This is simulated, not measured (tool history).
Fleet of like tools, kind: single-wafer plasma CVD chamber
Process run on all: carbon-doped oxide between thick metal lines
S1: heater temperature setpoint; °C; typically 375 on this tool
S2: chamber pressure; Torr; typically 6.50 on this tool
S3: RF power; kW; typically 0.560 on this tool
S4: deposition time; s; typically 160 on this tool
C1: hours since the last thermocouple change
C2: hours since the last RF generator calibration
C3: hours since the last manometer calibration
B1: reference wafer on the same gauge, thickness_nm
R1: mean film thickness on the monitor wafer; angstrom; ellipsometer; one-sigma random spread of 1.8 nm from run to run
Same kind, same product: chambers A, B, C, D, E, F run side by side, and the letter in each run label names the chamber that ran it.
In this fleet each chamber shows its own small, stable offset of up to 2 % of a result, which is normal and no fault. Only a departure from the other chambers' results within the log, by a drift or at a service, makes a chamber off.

{"run": "1E", "hour": 2.9, "S1": 375, "S2": 6.5, "S3": 0.56, "S4": 160, "C1": 228.7, "C2": 684.1, "C3": 258.4, "B1": 708.09, "R1": 8317.7}
{"run": "2A", "hour": 8.9, "S1": 375, "S2": 6.5, "S3": 0.56, "S4": 160, "C1": 82.3, "C2": 557.6, "C3": 672.3, "B1": 708.07, "R1": 8540.5}
{"run": "3B", "hour": 13.4, "S1": 375, "S2": 6.5, "S3": 0.56, "S4": 160, "C1": 626.9, "C2": 348.0, "C3": 923.1, "B1": 707.71, "R1": 8516.9}
{"run": "4C", "hour": 16.1, "S1": 375, "S2": 6.5, "S3": 0.56, "S4": 160, "C1": 756.3, "C2": 425.7, "C3": 92.4, "B1": 708.08, "R1": 8582.3}
{"run": "5D", "hour": 20.7, "S1": 375, "S2": 6.5, "S3": 0.56, "S4": 160, "C1": 851.3, "C2": 266.1, "C3": 207.6, "B1": 707.86, "R1": 8388.8}
{"run": "6F", "hour": 23.6, "S1": 386, "S2": 6.5, "S3": 0.56, "S4": 173, "C1": 1861.8, "C2": 332.0, "C3": 1293.8, "B1": 707.67, "R1": 8941.9}
{"run": "7A", "hour": 28.6, "S1": 386, "S2": 6.5, "S3": 0.56, "S4": 173, "C1": 102.0, "C2": 577.3, "C3": 692.0, "B1": 707.93, "R1": 9005.8}
{"run": "8F", "hour": 32.4, "S1": 386, "S2": 6.5, "S3": 0.56, "S4": 173, "C1": 1870.6, "C2": 340.8, "C3": 1302.6, "B1": 707.77, "R1": 8949.5}
{"run": "9D", "hour": 35.2, "S1": 386, "S2": 6.5, "S3": 0.56, "S4": 173, "C1": 865.8, "C2": 280.6, "C3": 222.1, "B1": 708.0, "R1": 8899.4}
{"run": "10B", "hour": 40.9, "S1": 386, "S2": 6.5, "S3": 0.56, "S4": 173, "C1": 654.4, "C2": 375.5, "C3": 950.6, "B1": 708.32, "R1": 9040.3}
{"run": "11C", "hour": 45.3, "S1": 386, "S2": 6.5, "S3": 0.56, "S4": 173, "C1": 785.5, "C2": 454.9, "C3": 121.6, "B1": 708.29, "R1": 9067.1}
{"run": "12E", "hour": 49.3, "S1": 375, "S2": 6.5, "S3": 0.56, "S4": 160, "C1": 275.1, "C2": 730.5, "C3": 304.8, "B1": 707.82, "R1": 8338.7}
{"run": "13D", "hour": 52.7, "S1": 375, "S2": 6.5, "S3": 0.56, "S4": 160, "C1": 883.3, "C2": 298.1, "C3": 239.6, "B1": 708.35, "R1": 8420.7}
{"run": "14E", "hour": 55.9, "S1": 375, "S2": 6.5, "S3": 0.56, "S4": 160, "C1": 281.7, "C2": 737.1, "C3": 311.4, "B1": 708.11, "R1": 8314.6}
{"run": "15B", "hour": 60.0, "S1": 375, "S2": 6.5, "S3": 0.56, "S4": 160, "C1": 673.5, "C2": 394.6, "C3": 969.7, "B1": 707.99, "R1": 8504.1}
{"run": "16C", "hour": 62.9, "S1": 375, "S2": 6.5, "S3": 0.56, "S4": 160, "C1": 803.1, "C2": 472.5, "C3": 139.2, "B1": 708.11, "R1": 8508.2}
{"run": "17F", "hour": 67.2, "S1": 375, "S2": 6.5, "S3": 0.56, "S4": 160, "C1": 1905.4, "C2": 375.6, "C3": 1337.4, "B1": 707.95, "R1": 8402.9}
{"hour": 72.4, "done": "chamber F: thermocouple changed; heater temperature recalibrated"}
{"run": "18A", "hour": 72.7, "S1": 375, "S2": 6.5, "S3": 0.56, "S4": 160, "C1": 146.1, "C2": 621.4, "C3": 736.1, "B1": 708.1, "R1": 8525.9}
{"run": "19F", "hour": 75.5, "S1": 375, "S2": 6.5, "S3": 0.56, "S4": 160, "C1": 3.1, "C2": 383.9, "C3": 1345.7, "B1": 708.29, "R1": 8426.2}
{"run": "20D", "hour": 80.0, "S1": 375, "S2": 6.5, "S3": 0.56, "S4": 160, "C1": 910.6, "C2": 325.4, "C3": 266.9, "B1": 708.18, "R1": 8387.7}
{"run": "21B", "hour": 83.1, "S1": 375, "S2": 6.5, "S3": 0.56, "S4": 160, "C1": 696.6, "C2": 417.7, "C3": 992.8, "B1": 707.8, "R1": 8520.4}
{"run": "22A", "hour": 86.2, "S1": 381, "S2": 6.5, "S3": 0.56, "S4": 160, "C1": 159.6, "C2": 634.9, "C3": 749.6, "B1": 707.95, "R1": 8425.8}
{"run": "23E", "hour": 90.7, "S1": 381, "S2": 6.5, "S3": 0.56, "S4": 160, "C1": 316.5, "C2": 771.9, "C3": 346.2, "B1": 707.65, "R1": 8209.4}
{"run": "24C", "hour": 94.2, "S1": 381, "S2": 6.5, "S3": 0.56, "S4": 160, "C1": 834.4, "C2": 503.8, "C3": 170.5, "B1": 707.74, "R1": 8408.2}
{"run": "25C", "hour": 98.9, "S1": 381, "S2": 6.5, "S3": 0.56, "S4": 160, "C1": 839.1, "C2": 508.5, "C3": 175.2, "B1": 707.83, "R1": 8360.1}
{"run": "26E", "hour": 102.9, "S1": 381, "S2": 6.5, "S3": 0.56, "S4": 160, "C1": 328.7, "C2": 784.1, "C3": 358.4, "B1": 708.02, "R1": 8210.7}
{"run": "27F", "hour": 106.2, "S1": 381, "S2": 6.5, "S3": 0.56, "S4": 160, "C1": 33.8, "C2": 414.6, "C3": 1376.4, "B1": 708.0, "R1": 8287.5}
{"run": "28A", "hour": 110.9, "S1": 375, "S2": 6.5, "S3": 0.56, "S4": 160, "C1": 184.3, "C2": 659.6, "C3": 774.3, "B1": 707.83, "R1": 8521.3}
{"run": "29B", "hour": 117.0, "S1": 375, "S2": 6.5, "S3": 0.56, "S4": 160, "C1": 730.5, "C2": 451.6, "C3": 1026.7, "B1": 707.56, "R1": 8522.7}
{"run": "30D", "hour": 120.5, "S1": 375, "S2": 6.5, "S3": 0.56, "S4": 160, "C1": 951.1, "C2": 365.9, "C3": 307.4, "B1": 707.99, "R1": 8404.0}
{"run": "31C", "hour": 124.7, "S1": 375, "S2": 6.5, "S3": 0.56, "S4": 160, "C1": 864.9, "C2": 534.3, "C3": 201.0, "B1": 707.92, "R1": 8414.4}
{"run": "32E", "hour": 128.6, "S1": 375, "S2": 6.5, "S3": 0.56, "S4": 160, "C1": 354.4, "C2": 809.8, "C3": 384.1, "B1": 708.11, "R1": 8303.6}
{"run": "33B", "hour": 132.2, "S1": 375, "S2": 6.5, "S3": 0.56, "S4": 160, "C1": 745.7, "C2": 466.8, "C3": 1041.9, "B1": 707.78, "R1": 8514.9}
{"run": "34D", "hour": 135.7, "S1": 375, "S2": 6.5, "S3": 0.56, "S4": 160, "C1": 966.3, "C2": 381.1, "C3": 322.6, "B1": 708.01, "R1": 8376.9}
{"run": "35F", "hour": 140.8, "S1": 375, "S2": 5.86, "S3": 0.56, "S4": 160, "C1": 68.4, "C2": 449.2, "C3": 1411.0, "B1": 708.17, "R1": 8345.8}
{"run": "36A", "hour": 146.8, "S1": 375, "S2": 5.86, "S3": 0.56, "S4": 160, "C1": 220.2, "C2": 695.5, "C3": 810.2, "B1": 707.98, "R1": 8437.9}
{"run": "37D", "hour": 152.9, "S1": 375, "S2": 5.86, "S3": 0.56, "S4": 160, "C1": 983.5, "C2": 398.3, "C3": 339.8, "B1": 708.25, "R1": 8241.1}
{"run": "38E", "hour": 159.0, "S1": 375, "S2": 5.86, "S3": 0.56, "S4": 160, "C1": 384.8, "C2": 840.2, "C3": 414.5, "B1": 707.79, "R1": 8226.4}
{"run": "39A", "hour": 165.2, "S1": 375, "S2": 5.86, "S3": 0.56, "S4": 160, "C1": 238.6, "C2": 713.9, "C3": 828.6, "B1": 707.98, "R1": 8422.4}

Next, all 6 chambers run the settings below, one line each with question marks for the results. What does each chamber give?
{"run": "40A", "hour": 169.7, "S1": 375, "S2": 6.5, "S3": 0.56, "S4": 160, "R1": "?"}
{"run": "40B", "hour": 169.7, "S1": 375, "S2": 6.5, "S3": 0.56, "S4": 160, "R1": "?"}
{"run": "40C", "hour": 169.7, "S1": 375, "S2": 6.5, "S3": 0.56, "S4": 160, "R1": "?"}
{"run": "40D", "hour": 169.7, "S1": 375, "S2": 6.5, "S3": 0.56, "S4": 160, "R1": "?"}
{"run": "40E", "hour": 169.7, "S1": 375, "S2": 6.5, "S3": 0.56, "S4": 160, "R1": "?"}
{"run": "40F", "hour": 169.7, "S1": 375, "S2": 6.5, "S3": 0.56, "S4": 160, "R1": "?"}

run=40A R1=8518.7
run=40B R1=8527.6
run=40C R1=8279.5
run=40D R1=8427.7
run=40E R1=8309.4
run=40F R1=8403.7

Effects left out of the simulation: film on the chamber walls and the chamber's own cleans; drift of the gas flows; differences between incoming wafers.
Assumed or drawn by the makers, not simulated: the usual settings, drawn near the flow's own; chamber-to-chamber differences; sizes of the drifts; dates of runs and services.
